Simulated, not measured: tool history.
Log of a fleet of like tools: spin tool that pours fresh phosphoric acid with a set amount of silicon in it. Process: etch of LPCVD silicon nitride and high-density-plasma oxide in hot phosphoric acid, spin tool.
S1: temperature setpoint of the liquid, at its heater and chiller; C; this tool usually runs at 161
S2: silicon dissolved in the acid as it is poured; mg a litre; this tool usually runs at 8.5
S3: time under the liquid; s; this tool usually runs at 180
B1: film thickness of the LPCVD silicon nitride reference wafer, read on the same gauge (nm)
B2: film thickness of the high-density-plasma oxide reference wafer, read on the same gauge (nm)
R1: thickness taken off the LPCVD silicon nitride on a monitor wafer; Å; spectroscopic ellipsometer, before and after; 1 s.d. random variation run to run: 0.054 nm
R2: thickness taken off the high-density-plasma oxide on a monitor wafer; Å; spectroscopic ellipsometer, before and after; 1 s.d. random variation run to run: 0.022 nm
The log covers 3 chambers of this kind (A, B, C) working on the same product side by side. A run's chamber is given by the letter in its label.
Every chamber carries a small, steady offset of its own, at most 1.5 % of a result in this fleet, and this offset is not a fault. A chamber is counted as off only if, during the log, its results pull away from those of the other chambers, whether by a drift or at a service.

run   hour     S1   S2   S3      B1      B2      R1      R2
 1A    3.4    161  8.5  180  140.02  69.994  159.08  3.3203
 2C    9.8    161  8.5  180  139.96  70.024     157  3.6052
 3B   15.8    161  8.5  180  139.99  69.994  159.07  3.3741
 4B     19    161  8.5  180  140.02  70.013  158.27  3.3865
 5C   24.3  158.5  8.5  180  139.99  69.995  144.41  2.6301
 6A   30.5  158.5  8.5  180  140.01  69.996  147.28   2.888
      33.3  -- chamber B: dissolved silicon flow meter replaced
 7A   34.1  158.5  8.5  180  140.01  70.031  146.49  2.7956
 8C   39.2    161  8.5  180  140.01  69.989  158.51  3.0046
 9B   43.9    161  8.5  180  140.02  69.975  158.57  3.6184
10B   47.9    161  8.5  180  139.99  69.976   157.9  3.1052
11A   51.7    159  8.5  180  139.98  70.026  148.84  2.7983
12C   55.4    159  8.5  180  139.99  69.984  146.85  2.6343
13A   60.4    159  8.5  180  140.02  70.009  149.43  2.8631
14B     64    161  8.5  180     140  70.024  158.98  3.5359
15C   68.2    161  8.5  180  140.01  69.966  156.22  2.9426
16C   71.8    161  8.5  180  140.03  70.015  158.05  3.4017
17B   75.2    161  8.5  180  139.98  69.981  158.34  3.2233
18A   79.6    161  8.5  180  140.03  70.001  159.77  3.1326
19B   82.9    161  8.5  180  139.98   70.01  157.86  3.2337
20A   86.8    161  8.5  180  139.97  69.993  159.29  3.5079
      88.3  -- chamber C: dissolved silicon flow meter replaced
21C   92.2    161  8.5  180  140.08      70   159.3  3.1132
22C     96  163.5  8.5  115  139.98  69.996  111.69  2.6373
23A  101.8  163.5  8.5  115  140.02  69.962   111.3  2.5759
24B  106.7  163.5  8.5  115     140  69.992  110.18  2.6332
25B  109.9    161   13  125  140.02  69.992  110.36  1.8846
26C    115    161   13  125  139.99  70.015  111.27  2.1234
27A  120.4    161   13  125  140.04  70.007  111.39  2.0672
28B    127    161  8.5  180  139.96  69.974  159.17  3.5283
29A  130.3    161  8.5  180  140.01  70.002  160.38  3.0378
30C  134.9    161  8.5  180     140  70.007  162.35  2.9618
31A  141.4    161  8.5  180  139.97  69.984  159.88  3.6034
32B  145.4    161  8.5  180  139.99  70.003  158.48  3.3865
33C  149.2    161  8.5  180     140  69.955  163.16  3.6481
34A  153.2    161  8.5  180  140.01  69.977  158.78  3.0788
35C  156.4    161  8.5  180     140  69.982  163.54  3.5123

Decide between three cases: one chamber stands off from its peers, the gauge reading all wafers drifts, or nothing is wrong past each chamber's small offset. Where a chamber is off, say which and what most likely put it there.

One chamber, C, drifts off from the rest bit by bit.
Likeliest cause: liquid hotter than its thermometer reads (K) = 1.44.

Chamber C could run next with any of the 4 candidate recipes listed below; each alters the usual settings, and their results appear as question marks. Which one brings its results back in line with what the other chambers deliver on the usual settings?
In-line tolerance around the mean of the other chambers on the usual settings: R1 1.9 Å; R2 0.76 Å
36C-1  161.4    160   11  180           ?   ?
36C-2  161.4  161.5  7.5  180           ?   ?
36C-3  161.4  160.5  9.5  180           ?   ?
36C-4  161.4    162    6  180           ?   ?

Mean of the other chambers on the usual settings: R1 159.2 Å; R2 3.2834 Å
  run      R1      R2
36C-1  159.36  3.2399
36C-2  167.56  3.9073
36C-3  162.03  3.4758
36C-4  170.36  4.1806
36C-1 is the one that brings the chamber's results back in line with the other chambers.

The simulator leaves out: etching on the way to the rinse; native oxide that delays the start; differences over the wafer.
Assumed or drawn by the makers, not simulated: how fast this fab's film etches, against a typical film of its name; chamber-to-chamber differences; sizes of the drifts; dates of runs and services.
